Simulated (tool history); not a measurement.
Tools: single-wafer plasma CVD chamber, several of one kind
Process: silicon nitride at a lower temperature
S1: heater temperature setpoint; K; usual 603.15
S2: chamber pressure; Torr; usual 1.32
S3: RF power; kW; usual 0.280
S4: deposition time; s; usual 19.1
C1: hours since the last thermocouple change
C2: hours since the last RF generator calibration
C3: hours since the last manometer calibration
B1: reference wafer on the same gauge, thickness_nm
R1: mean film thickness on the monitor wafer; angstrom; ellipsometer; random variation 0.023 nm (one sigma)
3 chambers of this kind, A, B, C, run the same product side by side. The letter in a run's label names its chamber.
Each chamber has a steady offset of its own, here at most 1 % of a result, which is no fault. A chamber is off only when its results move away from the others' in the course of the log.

| run | hour | S1 | S2 | S3 | S4 | C1 | C2 | C3 | B1 | R1 |
|---|---|---|---|---|---|---|---|---|---|---|
| 1C | 5.1 | 603.15 | 1.32 | 0.280 | 19.1 | 462.2 | 726.7 | 121.4 | 23.193 | 206.50 |
| 2B | 12.5 | 603.15 | 1.32 | 0.280 | 19.1 | 129.9 | 356.8 | 1540.4 | 23.189 | 203.63 |
| 3A | 18.6 | 603.15 | 1.32 | 0.280 | 19.1 | 1401.2 | 2067.7 | 1127.7 | 23.195 | 204.50 |
| 4B | 26.8 | 603.15 | 1.32 | 0.280 | 19.1 | 144.2 | 371.1 | 1554.7 | 23.192 | 204.30 |
| 5C | 34.9 | 603.15 | 1.32 | 0.280 | 19.1 | 492.0 | 756.5 | 151.2 | 23.182 | 205.94 |
| 6A | 38.8 | 603.15 | 1.32 | 0.280 | 19.1 | 1421.4 | 2087.9 | 1147.9 | 23.185 | 204.93 |
| 7B | 47.3 | 603.15 | 1.32 | 0.280 | 19.1 | 164.7 | 391.6 | 1575.2 | 23.180 | 203.77 |
| 8A | 52.4 | 603.15 | 1.32 | 0.280 | 19.1 | 1435.0 | 2101.5 | 1161.5 | 23.179 | 205.02 |
| 9C | 58.0 | 603.15 | 1.32 | 0.280 | 19.1 | 515.1 | 779.6 | 174.3 | 23.173 | 205.98 |
| 10A | 63.5 | 603.15 | 1.32 | 0.280 | 19.1 | 1446.1 | 2112.6 | 1172.6 | 23.176 | 204.49 |
| 11B | 68.6 | 603.15 | 1.32 | 0.280 | 19.1 | 186.0 | 412.9 | 1596.5 | 23.172 | 203.90 |
| 12C | 74.7 | 603.15 | 1.32 | 0.280 | 19.1 | 531.8 | 796.3 | 191.0 | 23.169 | 205.89 |
| 13A | 78.7 | 603.15 | 1.32 | 0.280 | 19.1 | 1461.3 | 2127.8 | 1187.8 | 23.172 | 204.85 |
| 14C | 82.9 | 603.15 | 1.32 | 0.280 | 19.1 | 540.0 | 804.5 | 199.2 | 23.166 | 205.72 |
| 15B | 88.8 | 603.15 | 1.32 | 0.280 | 19.1 | 206.2 | 433.1 | 1616.7 | 23.169 | 204.09 |
| 16A | 95.9 | 603.15 | 1.32 | 0.280 | 19.1 | 1478.5 | 2145.0 | 1205.0 | 23.162 | 204.57 |
| 17B | 100.0 | 596.15 | 1.32 | 0.280 | 19.1 | 217.4 | 444.3 | 1627.9 | 23.160 | 204.05 |
| 18C | 107.7 | 596.15 | 1.32 | 0.280 | 19.1 | 564.8 | 829.3 | 224.0 | 23.156 | 206.28 |
| 19A | 111.8 | 596.15 | 1.32 | 0.280 | 19.1 | 1494.4 | 2160.9 | 1220.9 | 23.157 | 204.96 |
| 20B | 116.2 | 603.15 | 1.32 | 0.280 | 19.1 | 233.6 | 460.5 | 1644.1 | 23.156 | 203.53 |
| 21C | 123.5 | 603.15 | 1.56 | 0.280 | 19.1 | 580.6 | 845.1 | 239.8 | 23.151 | 215.89 |
| 22B | 131.1 | 603.15 | 1.56 | 0.280 | 19.1 | 248.5 | 475.4 | 1659.0 | 23.145 | 213.82 |
| 23C | 138.6 | 603.15 | 1.56 | 0.280 | 19.1 | 595.7 | 860.2 | 254.9 | 23.140 | 215.67 |
| 24A | 145.5 | 603.15 | 1.32 | 0.280 | 19.1 | 1528.1 | 2194.6 | 1254.6 | 23.147 | 204.35 |
| 25B | 151.8 | 603.15 | 1.32 | 0.280 | 19.1 | 269.2 | 496.1 | 1679.7 | 23.142 | 203.73 |
| 26A | 159.7 | 603.15 | 1.32 | 0.280 | 19.1 | 1542.3 | 2208.8 | 1268.8 | 23.140 | 204.36 |
| 27C | 165.2 | 603.15 | 1.32 | 0.280 | 17.3 | 622.3 | 886.8 | 281.5 | 23.125 | 186.16 |
| 28B | 171.5 | 603.15 | 1.32 | 0.280 | 17.3 | 288.9 | 515.8 | 1699.4 | 23.126 | 184.13 |
| 29C | 179.6 | 603.15 | 1.32 | 0.280 | 17.3 | 636.7 | 901.2 | 295.9 | 23.115 | 186.05 |
| 30A | 186.5 | 603.15 | 1.32 | 0.280 | 19.1 | 1569.1 | 2235.6 | 1295.6 | 23.124 | 204.42 |
| 31A | 191.2 | 603.15 | 1.32 | 0.280 | 19.1 | 1573.8 | 2240.3 | 1300.3 | 23.122 | 204.37 |
| 32C | 195.1 | 603.15 | 1.32 | 0.280 | 19.1 | 652.2 | 916.7 | 311.4 | 23.121 | 205.66 |
| 33B | 201.0 | 603.15 | 1.32 | 0.280 | 19.1 | 318.4 | 545.3 | 1728.9 | 23.120 | 203.25 |
| 34C | 204.9 | 603.15 | 1.32 | 0.280 | 19.1 | 662.0 | 926.5 | 321.2 | 23.115 | 204.77 |
|  | 209.2 | chamber A: RF generator calibrated |
| 35A | 210.2 | 603.15 | 1.32 | 0.280 | 19.1 | 1592.8 | 1.0 | 1319.3 | 23.117 | 204.62 |
| 36B | 215.4 | 603.15 | 1.32 | 0.280 | 19.1 | 332.8 | 559.7 | 1743.3 | 23.113 | 202.99 |
| 37B | 223.6 | 603.15 | 1.32 | 0.280 | 19.1 | 341.0 | 567.9 | 1751.5 | 23.109 | 202.80 |
| 38A | 228.7 | 603.15 | 1.32 | 0.280 | 19.1 | 1611.3 | 19.5 | 1337.8 | 23.100 | 203.95 |
| 39C | 237.0 | 603.15 | 1.32 | 0.280 | 19.1 | 694.1 | 958.6 | 353.3 | 23.106 | 205.16 |
| 40A | 244.6 | 603.15 | 1.32 | 0.280 | 19.1 | 1627.2 | 35.4 | 1353.7 | 23.097 | 204.18 |
| 41B | 248.5 | 603.15 | 1.32 | 0.280 | 19.1 | 365.9 | 592.8 | 1776.4 | 23.108 | 203.36 |
| 42C | 255.6 | 593.15 | 1.32 | 0.280 | 20.7 | 712.7 | 977.2 | 371.9 | 23.095 | 222.73 |
| 43A | 260.6 | 593.15 | 1.32 | 0.280 | 20.7 | 1643.2 | 51.4 | 1369.7 | 23.096 | 221.98 |

What goes on in this fleet: one chamber off, a drifting gauge, or nothing beyond the chambers' own small offsets? Name the chamber and the cause, if any.

The gauge drifts, so all chambers seem to drift together. No chamber is off.
Cause: gauge reads low (%) = 0.469.
